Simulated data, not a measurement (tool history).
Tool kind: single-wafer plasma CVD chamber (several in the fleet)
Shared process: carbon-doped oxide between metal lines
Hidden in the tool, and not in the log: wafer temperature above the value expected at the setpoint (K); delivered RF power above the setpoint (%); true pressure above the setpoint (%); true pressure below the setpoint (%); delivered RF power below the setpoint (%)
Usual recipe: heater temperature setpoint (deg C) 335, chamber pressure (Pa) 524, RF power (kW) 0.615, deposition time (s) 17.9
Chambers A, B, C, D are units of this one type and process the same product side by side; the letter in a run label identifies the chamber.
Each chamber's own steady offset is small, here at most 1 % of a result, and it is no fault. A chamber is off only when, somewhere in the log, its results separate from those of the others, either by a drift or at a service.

run	hour	heater temperature setpoint (deg C)	chamber pressure (Pa)	RF power (kW)	deposition time (s)	hours since the last thermocouple change	hours since the last RF generator calibration	hours since the last manometer calibration	read-back reference wafer on the same gauge, thickness_nm	mean film thickness on the monitor wafer (angstrom)
1A	4.8	335	524	0.615	17.9	491.2	840.6	2051.6	100.110	1066.30
2D	14.4	335	524	0.615	17.9	1123.6	622.8	1047.4	99.905	1077.30
3B	20.0	335	524	0.615	17.9	1858.3	1466.6	538.4	99.867	1049.40
4C	28.1	335	524	0.615	17.9	1565.2	297.9	1031.5	100.100	1068.90
5B	36.9	335	524	0.615	17.9	1875.2	1483.5	555.3	99.972	1059.40
6C	42.2	335	596	0.615	17.9	1579.3	312.0	1045.6	99.871	1076.80
# hour 45.9: chamber C: thermocouple changed; heater temperature recalibrated
7D	48.0	335	596	0.615	17.9	1157.2	656.4	1081.0	100.130	1076.00
8A	56.6	335	596	0.615	17.9	543.0	892.4	2103.4	99.892	1076.90
9C	65.1	335	596	0.615	17.9	19.2	334.9	1068.5	100.030	1087.60
10A	71.4	335	524	0.615	17.9	557.8	907.2	2118.2	99.827	1059.30
11D	80.4	335	524	0.615	17.9	1189.6	688.8	1113.4	99.995	1082.70
12B	87.0	335	524	0.615	17.9	1925.3	1533.6	605.4	99.993	1058.00
13C	91.2	335	524	0.615	17.9	45.3	361.0	1094.6	99.861	1069.70
14B	97.0	347	608	0.615	17.9	1935.3	1543.6	615.4	99.963	1034.90
15D	102.6	347	608	0.615	17.9	1211.8	711.0	1135.6	99.877	1047.00
16A	112.2	347	608	0.615	17.9	598.6	948.0	2159.0	100.140	1042.60
17A	118.6	347	608	0.615	17.9	605.0	954.4	2165.4	99.968	1040.80
18C	127.0	335	524	0.615	17.9	81.1	396.8	1130.4	99.944	1069.50
19B	134.8	335	524	0.615	17.9	1973.1	1581.4	653.2	99.831	1052.30
20D	142.3	335	524	0.615	17.9	1251.5	750.7	1175.3	99.763	1077.30
21A	147.8	335	524	0.615	17.9	634.2	983.6	2194.6	99.984	1067.50
22B	153.7	335	576	0.655	17.9	1992.0	1600.3	672.1	99.999	1122.10
23D	159.9	335	576	0.655	17.9	1269.1	768.3	1192.9	99.978	1129.60
24C	169.2	335	576	0.655	17.9	123.3	439.0	1172.6	100.030	1108.10
25B	174.9	335	576	0.655	17.9	2013.2	1621.5	693.3	100.010	1103.90
26A	179.4	335	524	0.615	17.9	665.8	1015.2	2226.2	99.865	1077.80
27C	188.0	335	524	0.615	17.9	142.1	457.8	1191.4	99.963	1053.10
28D	197.2	335	524	0.615	17.9	1306.4	805.6	1230.2	99.987	1067.70
# hour 201.0: chamber D: RF generator calibrated
29A	205.4	335	524	0.520	17.9	691.8	1041.2	2252.2	100.010	958.69
30D	211.0	335	524	0.520	17.9	1320.2	10.1	1244.0	99.870	962.39
31B	216.3	335	524	0.520	17.9	2054.6	1662.9	734.7	100.160	958.46
32C	221.3	335	524	0.520	17.9	175.4	491.1	1224.7	100.070	973.42
33D	230.4	335	524	0.615	17.9	1339.6	29.5	1263.4	99.868	1067.90
34A	236.2	335	415	0.615	20.9	722.6	1072.0	2283.0	99.973	1210.00

Does one chamber stand apart from the rest, does the shared gauge drift, or is all well apart from small per-chamber offsets? Give the chamber and the most likely cause, where there is one.

No chamber is off and the gauge is stable; the differences are just each chamber's small, constant offset.

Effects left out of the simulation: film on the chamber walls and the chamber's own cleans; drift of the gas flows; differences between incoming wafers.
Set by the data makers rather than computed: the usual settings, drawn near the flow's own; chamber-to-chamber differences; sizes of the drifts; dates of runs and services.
